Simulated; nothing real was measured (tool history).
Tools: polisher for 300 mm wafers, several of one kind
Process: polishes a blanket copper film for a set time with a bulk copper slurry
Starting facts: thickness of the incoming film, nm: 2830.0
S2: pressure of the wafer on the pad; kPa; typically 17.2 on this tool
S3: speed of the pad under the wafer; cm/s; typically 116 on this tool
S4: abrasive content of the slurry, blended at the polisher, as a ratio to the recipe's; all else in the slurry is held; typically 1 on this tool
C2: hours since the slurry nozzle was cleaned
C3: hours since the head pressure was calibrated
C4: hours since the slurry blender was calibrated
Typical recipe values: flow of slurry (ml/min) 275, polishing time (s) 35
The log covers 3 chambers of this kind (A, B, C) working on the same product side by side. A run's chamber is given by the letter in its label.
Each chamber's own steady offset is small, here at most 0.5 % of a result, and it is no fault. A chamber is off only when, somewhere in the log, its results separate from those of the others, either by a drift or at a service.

Run 1A, day 0.496: usual settings; wafers polished on this pad 603; C2 324; C3 191.6; C4 218.9. Result: film removed (Å) 3705.7.
Run 2C, day 0.988: usual settings; wafers polished on this pad 891; C2 554.8; C3 771; C4 47.7. Result: film removed (Å) 3793.7.
At day 1.342: chamber B: slurry blender recalibrated.
At day 1.358: chamber C: slurry nozzle cleaned.
Run 3B, day 1.379: usual settings; wafers polished on this pad 905; C2 277.8; C3 227.1; C4 0.9. Result: film removed (Å) 3815.3.
At day 1.408: chamber A: worn pad replaced by a new one.
At day 1.454: chamber C: head pressure recalibrated.
Run 4B, day 2.033: usual settings; wafers polished on this pad 1040; C2 293.5; C3 242.8; C4 16.6. Result: film removed (Å) 3851.8.
Run 5A, day 2.638: usual settings; wafers polished on this pad 255; C2 375.4; C3 243; C4 270.3. Result: film removed (Å) 3773.4.
At day 2.962: chamber A: slurry blender recalibrated.
Run 6C, day 3.067: usual settings; wafers polished on this pad 1321; C2 41.1; C3 38.7; C4 97.6. Result: film removed (Å) 3864.9.
At day 3.133: chamber C: worn pad replaced by a new one.
Run 7A, day 3.612: usual settings; wafers polished on this pad 456; C2 398.8; C3 266.4; C4 15.7. Result: film removed (Å) 3803.2.
Run 8C, day 4.021: usual settings; wafers polished on this pad 184; C2 64; C3 61.6; C4 120.5. Result: film removed (Å) 3782.8.
Run 9B, day 4.562: usual settings; wafers polished on this pad 1563; C2 354.2; C3 303.5; C4 77.3. Result: film removed (Å) 3832.7.
At day 4.838: chamber A: worn pad replaced by a new one.
Run 10B, day 5.025: usual settings; wafers polished on this pad 1659; C2 365.3; C3 314.6; C4 88.4. Result: film removed (Å) 3725.8.
Run 11A, day 5.642: usual settings; wafers polished on this pad 166; C2 447.5; C3 315.1; C4 64.4. Result: film removed (Å) 3780.4.
At day 5.925: chamber A: slurry nozzle cleaned.
Run 12C, day 6.196: usual settings; wafers polished on this pad 633; C2 116.2; C3 113.8; C4 172.7. Result: film removed (Å) 3778.7.
Run 13A, day 6.796: usual settings but S2 13.8 kPa, polishing time (s) 39; wafers polished on this pad 405; C2 20.9; C3 342.8; C4 92.1. Result: film removed (Å) 3358.1.
Run 14C, day 7.375: usual settings but S2 13.8 kPa, polishing time (s) 39; wafers polished on this pad 877; C2 144.5; C3 142.1; C4 201. Result: film removed (Å) 3421.6.
Run 15B, day 7.783: usual settings but S2 13.8 kPa, polishing time (s) 39; wafers polished on this pad 2230; C2 431.5; C3 380.8; C4 154.6. Result: film removed (Å) 3349.
Run 16C, day 8.275: usual settings; wafers polished on this pad 1063; C2 166.1; C3 163.7; C4 222.6. Result: film removed (Å) 3772.1.
At day 8.483: chamber A: worn pad replaced by a new one.
Run 17B, day 8.562: usual settings; wafers polished on this pad 2391; C2 450.2; C3 399.5; C4 173.3. Result: film removed (Å) 3631.9.
Run 18A, day 9.042: usual settings; wafers polished on this pad 115; C2 74.8; C3 396.7; C4 146. Result: film removed (Å) 3795.3.
Run 19B, day 9.5: usual settings; wafers polished on this pad 2585; C2 472.7; C3 422; C4 195.8. Result: film removed (Å) 3569.4.
Run 20A, day 9.788: usual settings but flow of slurry (ml/min) 330; wafers polished on this pad 269; C2 92.7; C3 414.6; C4 163.9. Result: film removed (Å) 3935.1.
Run 21C, day 10.183: usual settings but flow of slurry (ml/min) 330; wafers polished on this pad 1458; C2 211.9; C3 209.5; C4 268.4. Result: film removed (Å) 3944.3.
At day 10.362: chamber A: head pressure recalibrated.
At day 10.529: chamber C: worn pad replaced by a new one.
Run 22C, day 10.654: usual settings but flow of slurry (ml/min) 330; wafers polished on this pad 26; C2 223.2; C3 220.8; C4 279.7. Result: film removed (Å) 3844.4.
Run 23B, day 10.967: usual settings; wafers polished on this pad 2888; C2 507.9; C3 457.2; C4 231. Result: film removed (Å) 3542.6.
Run 24A, day 11.346: usual settings; wafers polished on this pad 592; C2 130.1; C3 23.6; C4 201.3. Result: film removed (Å) 3834.7.
Run 25C, day 11.733: usual settings; wafers polished on this pad 249; C2 249.1; C3 246.7; C4 305.6. Result: film removed (Å) 3752.7.
At day 12.221: chamber A: worn pad replaced by a new one.
Run 26B, day 12.246: usual settings; wafers polished on this pad 3152; C2 538.6; C3 487.9; C4 261.7. Result: film removed (Å) 3513.
Run 27A, day 12.575: usual settings; wafers polished on this pad 74; C2 159.6; C3 53.1; C4 230.8. Result: film removed (Å) 3783.4.
Run 28A, day 13.183: usual settings; wafers polished on this pad 199; C2 174.2; C3 67.7; C4 245.4. Result: film removed (Å) 3816.8.
Run 29C, day 13.792: usual settings; wafers polished on this pad 675; C2 298.5; C3 296.1; C4 355. Result: film removed (Å) 3804.7.
Run 30B, day 14.242: usual settings; wafers polished on this pad 3565; C2 586.5; C3 535.8; C4 309.6. Result: film removed (Å) 3439.1.
Run 31C, day 14.608: usual settings but flow of slurry (ml/min) 225; wafers polished on this pad 844; C2 318.1; C3 315.7; C4 374.6. Result: film removed (Å) 3709.3.
Run 32B, day 15.054: usual settings but flow of slurry (ml/min) 225; wafers polished on this pad 3733; C2 606; C3 555.3; C4 329.1. Result: film removed (Å) 3348.7.

For the next run the whole fleet of 3 chambers uses the same settings. Give each chamber's results:
Run 33A, day 15.529: usual settings but S2 19.3 kPa. Result: film removed (Å) ?.
Run 33B, day 15.529: usual settings but S2 19.3 kPa. Result: film removed (Å) ?.
Run 33C, day 15.529: usual settings but S2 19.3 kPa. Result: film removed (Å) ?.

run  film removed (Å)
33A            4365.8
33B            3841.5
33C              4204

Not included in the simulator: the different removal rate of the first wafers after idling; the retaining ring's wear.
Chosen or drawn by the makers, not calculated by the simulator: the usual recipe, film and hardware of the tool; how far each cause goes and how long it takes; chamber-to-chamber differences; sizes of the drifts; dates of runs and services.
